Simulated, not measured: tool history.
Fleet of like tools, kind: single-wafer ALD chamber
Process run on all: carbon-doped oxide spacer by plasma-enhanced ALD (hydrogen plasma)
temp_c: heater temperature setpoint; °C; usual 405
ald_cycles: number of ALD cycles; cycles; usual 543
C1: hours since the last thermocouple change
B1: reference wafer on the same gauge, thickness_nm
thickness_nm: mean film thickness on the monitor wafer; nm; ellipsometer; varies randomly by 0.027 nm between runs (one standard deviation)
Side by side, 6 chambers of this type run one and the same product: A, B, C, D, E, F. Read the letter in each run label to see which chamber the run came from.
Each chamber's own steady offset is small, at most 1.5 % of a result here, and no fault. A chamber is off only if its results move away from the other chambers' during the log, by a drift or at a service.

{"run": "1A", "hour": 7.0, "temp_c": 405, "ald_cycles": 543, "C1": 914.5, "B1": 27.391, "thickness_nm": 26.568}
{"run": "2D", "hour": 16.7, "temp_c": 405, "ald_cycles": 543, "C1": 1454.0, "B1": 27.396, "thickness_nm": 26.643}
{"run": "3F", "hour": 23.0, "temp_c": 405, "ald_cycles": 543, "C1": 2040.6, "B1": 27.39, "thickness_nm": 26.944}
{"hour": 32.0, "done": "chamber F: thermocouple changed; heater temperature recalibrated"}
{"run": "4C", "hour": 32.5, "temp_c": 405, "ald_cycles": 543, "C1": 1824.7, "B1": 27.379, "thickness_nm": 26.382}
{"run": "5E", "hour": 38.6, "temp_c": 405, "ald_cycles": 543, "C1": 1360.6, "B1": 27.383, "thickness_nm": 26.607}
{"run": "6B", "hour": 44.8, "temp_c": 405, "ald_cycles": 543, "C1": 492.5, "B1": 27.377, "thickness_nm": 27.078}
{"run": "7A", "hour": 50.4, "temp_c": 392, "ald_cycles": 543, "C1": 957.9, "B1": 27.381, "thickness_nm": 26.93}
{"run": "8E", "hour": 55.8, "temp_c": 392, "ald_cycles": 543, "C1": 1377.8, "B1": 27.38, "thickness_nm": 26.986}
{"run": "9F", "hour": 60.9, "temp_c": 392, "ald_cycles": 543, "C1": 28.9, "B1": 27.371, "thickness_nm": 27.31}
{"run": "10B", "hour": 65.8, "temp_c": 392, "ald_cycles": 543, "C1": 513.5, "B1": 27.379, "thickness_nm": 27.524}
{"run": "11D", "hour": 75.5, "temp_c": 392, "ald_cycles": 543, "C1": 1512.8, "B1": 27.37, "thickness_nm": 27.078}
{"run": "12C", "hour": 82.0, "temp_c": 392, "ald_cycles": 543, "C1": 1874.2, "B1": 27.368, "thickness_nm": 26.831}
{"run": "13E", "hour": 86.7, "temp_c": 405, "ald_cycles": 543, "C1": 1408.7, "B1": 27.366, "thickness_nm": 26.519}
{"run": "14D", "hour": 93.5, "temp_c": 405, "ald_cycles": 543, "C1": 1530.8, "B1": 27.355, "thickness_nm": 26.648}
{"run": "15F", "hour": 98.8, "temp_c": 405, "ald_cycles": 543, "C1": 66.8, "B1": 27.358, "thickness_nm": 26.831}
{"hour": 101.2, "done": "chamber C: thermocouple changed; heater temperature recalibrated"}
{"run": "16B", "hour": 104.1, "temp_c": 405, "ald_cycles": 543, "C1": 551.8, "B1": 27.36, "thickness_nm": 27.084}
{"run": "17C", "hour": 108.3, "temp_c": 405, "ald_cycles": 543, "C1": 7.2, "B1": 27.346, "thickness_nm": 26.456}
{"run": "18A", "hour": 114.8, "temp_c": 405, "ald_cycles": 543, "C1": 1022.3, "B1": 27.351, "thickness_nm": 26.53}
{"run": "19C", "hour": 123.3, "temp_c": 405, "ald_cycles": 543, "C1": 22.2, "B1": 27.352, "thickness_nm": 26.356}
{"hour": 127.3, "done": "chamber A: thermocouple changed; heater temperature recalibrated"}
{"run": "20D", "hour": 130.7, "temp_c": 405, "ald_cycles": 543, "C1": 1568.0, "B1": 27.358, "thickness_nm": 26.631}
{"run": "21F", "hour": 139.4, "temp_c": 405, "ald_cycles": 543, "C1": 107.4, "B1": 27.346, "thickness_nm": 26.867}
{"run": "22A", "hour": 146.4, "temp_c": 405, "ald_cycles": 543, "C1": 19.2, "B1": 27.344, "thickness_nm": 26.491}
{"run": "23E", "hour": 155.5, "temp_c": 405, "ald_cycles": 543, "C1": 1477.5, "B1": 27.339, "thickness_nm": 26.576}
{"run": "24B", "hour": 160.4, "temp_c": 405, "ald_cycles": 543, "C1": 608.1, "B1": 27.339, "thickness_nm": 27.066}
{"run": "25B", "hour": 166.9, "temp_c": 405, "ald_cycles": 543, "C1": 614.6, "B1": 27.335, "thickness_nm": 27.064}
{"run": "26C", "hour": 173.0, "temp_c": 405, "ald_cycles": 543, "C1": 71.9, "B1": 27.329, "thickness_nm": 26.338}
{"run": "27D", "hour": 177.6, "temp_c": 405, "ald_cycles": 543, "C1": 1614.9, "B1": 27.326, "thickness_nm": 26.605}
{"run": "28A", "hour": 185.3, "temp_c": 405, "ald_cycles": 636, "C1": 58.1, "B1": 27.323, "thickness_nm": 31.003}
{"run": "29E", "hour": 191.1, "temp_c": 405, "ald_cycles": 636, "C1": 1513.1, "B1": 27.321, "thickness_nm": 31.051}
{"run": "30F", "hour": 196.4, "temp_c": 405, "ald_cycles": 636, "C1": 164.4, "B1": 27.327, "thickness_nm": 31.407}
{"run": "31B", "hour": 202.2, "temp_c": 405, "ald_cycles": 636, "C1": 649.9, "B1": 27.324, "thickness_nm": 31.744}
{"run": "32E", "hour": 209.5, "temp_c": 405, "ald_cycles": 636, "C1": 1531.5, "B1": 27.317, "thickness_nm": 31.116}
{"run": "33C", "hour": 214.9, "temp_c": 405, "ald_cycles": 636, "C1": 113.8, "B1": 27.308, "thickness_nm": 30.87}
{"run": "34A", "hour": 224.0, "temp_c": 405, "ald_cycles": 543, "C1": 96.8, "B1": 27.312, "thickness_nm": 26.486}
{"run": "35D", "hour": 233.1, "temp_c": 405, "ald_cycles": 543, "C1": 1670.4, "B1": 27.306, "thickness_nm": 26.631}
{"run": "36F", "hour": 240.8, "temp_c": 405, "ald_cycles": 543, "C1": 208.8, "B1": 27.305, "thickness_nm": 26.738}
{"run": "37A", "hour": 249.3, "temp_c": 405, "ald_cycles": 543, "C1": 122.1, "B1": 27.3, "thickness_nm": 26.456}
{"run": "38D", "hour": 255.0, "temp_c": 405, "ald_cycles": 543, "C1": 1692.3, "B1": 27.298, "thickness_nm": 26.638}
{"run": "39C", "hour": 263.6, "temp_c": 397, "ald_cycles": 587, "C1": 162.5, "B1": 27.297, "thickness_nm": 28.878}
{"run": "40B", "hour": 271.2, "temp_c": 397, "ald_cycles": 587, "C1": 718.9, "B1": 27.288, "thickness_nm": 29.622}
{"run": "41F", "hour": 277.9, "temp_c": 397, "ald_cycles": 587, "C1": 245.9, "B1": 27.286, "thickness_nm": 29.35}

For the next run the whole fleet of 6 chambers uses the same settings. Give each chamber's results:
{"run": "42A", "hour": 284.9, "temp_c": 405, "ald_cycles": 543, "thickness_nm": "?"}
{"run": "42B", "hour": 284.9, "temp_c": 405, "ald_cycles": 543, "thickness_nm": "?"}
{"run": "42C", "hour": 284.9, "temp_c": 405, "ald_cycles": 543, "thickness_nm": "?"}
{"run": "42D", "hour": 284.9, "temp_c": 405, "ald_cycles": 543, "thickness_nm": "?"}
{"run": "42E", "hour": 284.9, "temp_c": 405, "ald_cycles": 543, "thickness_nm": "?"}
{"run": "42F", "hour": 284.9, "temp_c": 405, "ald_cycles": 543, "thickness_nm": "?"}

run=42A thickness_nm=26.472
run=42B thickness_nm=26.986
run=42C thickness_nm=26.320
run=42D thickness_nm=26.578
run=42E thickness_nm=26.448
run=42F thickness_nm=26.783

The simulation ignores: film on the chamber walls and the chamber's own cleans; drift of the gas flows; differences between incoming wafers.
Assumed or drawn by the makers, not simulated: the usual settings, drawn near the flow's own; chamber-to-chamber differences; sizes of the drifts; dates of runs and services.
